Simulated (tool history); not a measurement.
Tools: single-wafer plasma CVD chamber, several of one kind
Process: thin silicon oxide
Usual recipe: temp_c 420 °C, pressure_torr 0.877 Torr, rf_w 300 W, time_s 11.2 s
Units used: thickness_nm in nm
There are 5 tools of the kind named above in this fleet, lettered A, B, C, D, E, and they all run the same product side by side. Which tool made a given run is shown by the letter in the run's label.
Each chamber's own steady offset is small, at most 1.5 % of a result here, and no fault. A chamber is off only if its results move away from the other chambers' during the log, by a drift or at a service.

run,day,temp_c,pressure_torr,rf_w,time_s,"read-back reference wafer on the same gauge, thickness_nm",thickness_nm
1A,0.217,420,0.877,300,11.2,20.702,22.316
2E,0.446,420,0.877,300,11.2,20.697,22.149
3C,0.671,420,0.877,300,11.2,20.701,22.015
4B,0.85,420,0.877,300,11.2,20.693,22.089
5D,1.05,420,0.877,300,11.2,20.708,22.195
6B,1.233,420,0.877,300,11.2,20.698,22.098
7A,1.454,420,0.877,300,11.2,20.701,22.278
8D,1.642,420,0.877,300,11.2,20.703,22.249
9E,1.912,420,0.877,300,11.2,20.707,22.226
10C,2.154,420,0.877,300,11.2,20.684,22.153
11B,2.4,420,0.877,300,11.2,20.693,22.009
12E,2.596,420,0.877,300,11.2,20.704,22.209
13D,2.862,420,0.877,300,11.2,20.689,22.259
14C,3.133,431,0.877,300,11.2,20.694,21.956
15A,3.25,431,0.877,300,11.2,20.7,22.076
16E,3.521,431,0.877,300,11.2,20.705,22.051
17A,3.667,431,0.877,300,11.2,20.695,22.1
18D,3.917,431,0.877,300,11.2,20.705,21.983
19B,4.121,420,0.877,300,11.2,20.7,22.095
20C,4.354,420,0.877,300,11.2,20.69,22.143
21D,4.575,420,0.877,300,11.2,20.696,22.118
22B,4.808,420,0.877,300,11.2,20.688,22.059
23C,5.029,420,0.877,300,11.2,20.695,22.068
# day 5.167: chamber B: capacitance manometer re-zeroed and calibrated
24A,5.192,420,0.877,300,11.2,20.701,22.284
25E,5.375,410,0.877,265,11.2,20.709,21.125
26E,5.642,410,0.877,265,11.2,20.69,21.19
27A,5.792,410,0.877,265,11.2,20.718,21.169
28D,6.008,410,0.877,265,11.2,20.689,21.149
29C,6.158,410,0.877,265,11.2,20.698,21.109
30B,6.338,420,0.877,300,11.2,20.702,21.546
31E,6.504,409,0.877,300,11.2,20.69,22.242
32B,6.696,409,0.877,300,11.2,20.694,21.614
# day 6.871: chamber D: RF generator calibrated
33D,6.946,409,0.877,300,11.2,20.71,22.376
34A,7.192,409,0.877,300,11.2,20.698,22.476
35C,7.317,409,0.877,300,11.2,20.705,22.207
36B,7.5,420,0.877,300,11.2,20.708,21.552
37C,7.742,420,0.877,300,11.2,20.698,22.052
38D,7.875,420,0.877,300,11.2,20.702,22.242
39A,8.008,420,0.877,300,11.2,20.696,22.185

Each of the 5 chambers runs these same settings next. Fill in every chamber's results:
40A,8.2,420,0.877,300,11.2,,?
40B,8.2,420,0.877,300,11.2,,?
40C,8.2,420,0.877,300,11.2,,?
40D,8.2,420,0.877,300,11.2,,?
40E,8.2,420,0.877,300,11.2,,?

run,thickness_nm
40A,22.276
40B,21.614
40C,22.065
40D,22.179
40E,22.018
